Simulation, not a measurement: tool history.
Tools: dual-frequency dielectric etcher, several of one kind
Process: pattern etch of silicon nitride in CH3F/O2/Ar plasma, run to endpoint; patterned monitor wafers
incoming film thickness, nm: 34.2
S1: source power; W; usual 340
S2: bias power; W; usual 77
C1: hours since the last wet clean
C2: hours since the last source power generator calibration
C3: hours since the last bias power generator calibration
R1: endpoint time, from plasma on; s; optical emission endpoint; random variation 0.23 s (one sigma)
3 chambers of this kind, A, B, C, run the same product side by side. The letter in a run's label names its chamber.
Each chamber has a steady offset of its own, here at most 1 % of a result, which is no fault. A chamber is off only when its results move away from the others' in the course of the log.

run	hour	S1	S2	C1	C2	C3	R1
1A	8.0	340	77	258.8	722.4	1319.1	50.748
2B	16.6	340	77	163.7	1218.2	1570.0	51.411
3C	23.7	340	77	405.1	2506.2	1175.1	51.940
4B	27.9	340	77	175.0	1229.5	1581.3	51.960
# hour 28.9: chamber C: wet clean of the chamber
5A	35.0	340	77	285.8	749.4	1346.1	51.268
6C	42.0	340	89	13.2	2524.5	1193.4	48.860
7A	47.6	340	89	298.4	762.0	1358.7	48.318
8B	53.7	340	89	200.8	1255.3	1607.1	48.652
9C	58.1	340	77	29.3	2540.6	1209.5	51.972
10C	62.5	340	77	33.7	2545.0	1213.9	51.479
11A	68.2	340	71	319.0	782.6	1379.3	52.503
12B	74.1	340	71	221.2	1275.7	1627.5	53.233
13A	82.4	340	71	333.2	796.8	1393.5	52.394
14C	91.4	340	77	62.6	2573.9	1242.8	51.517
15B	97.8	340	77	244.9	1299.4	1651.2	51.685
16C	104.4	340	77	75.6	2586.9	1255.8	51.850
17B	109.5	340	77	256.6	1311.1	1662.9	51.708
18A	115.8	340	77	366.6	830.2	1426.9	50.872
19C	120.8	340	77	92.0	2603.3	1272.2	51.815
20A	129.0	340	93	379.8	843.4	1440.1	47.558
21B	133.7	340	93	280.8	1335.3	1687.1	49.088
22A	141.8	340	93	392.6	856.2	1452.9	47.802
23B	150.0	340	77	297.1	1351.6	1703.4	52.887
24C	154.0	340	77	125.2	2636.5	1305.4	51.558
25C	159.6	340	77	130.8	2642.1	1311.0	51.768
26B	164.4	340	77	311.5	1366.0	1717.8	52.683
27A	169.0	340	77	419.8	883.4	1480.1	51.255
28C	177.7	340	77	148.9	2660.2	1329.1	51.936
29B	182.1	340	91	329.2	1383.7	1735.5	50.103
30A	190.3	340	91	441.1	904.7	1501.4	47.806
31A	196.3	340	91	447.1	910.7	1507.4	47.984
32C	203.1	340	77	174.3	2685.6	1354.5	51.950
33B	208.7	340	77	355.8	1410.3	1762.1	53.342

Is one chamber off against the others, does the gauge drift, or is nothing wrong? If a chamber is off, say which, and what the likeliest cause is.

Chamber B drifts away from the others.
Cause: etch rate under this chamber's usual, % = 4.14.

Here are 4 candidates for chamber B's next run, each the usual settings with a change, their results left as question marks. Which one brings its results back in line with what the others give on the usual settings?
In line means no further than this from the other chambers' mean on the usual settings: R1 0.810 s
34B-1	215.3	350	77				?
34B-2	215.3	330	77				?
34B-3	215.3	380	77				?
34B-4	215.3	320	73				?

The other chambers' mean on the usual settings: R1 51.464 s
run	R1
34B-1	52.863
34B-2	54.033
34B-3	51.266
34B-4	55.674
34B-3 brings the chamber back in line.
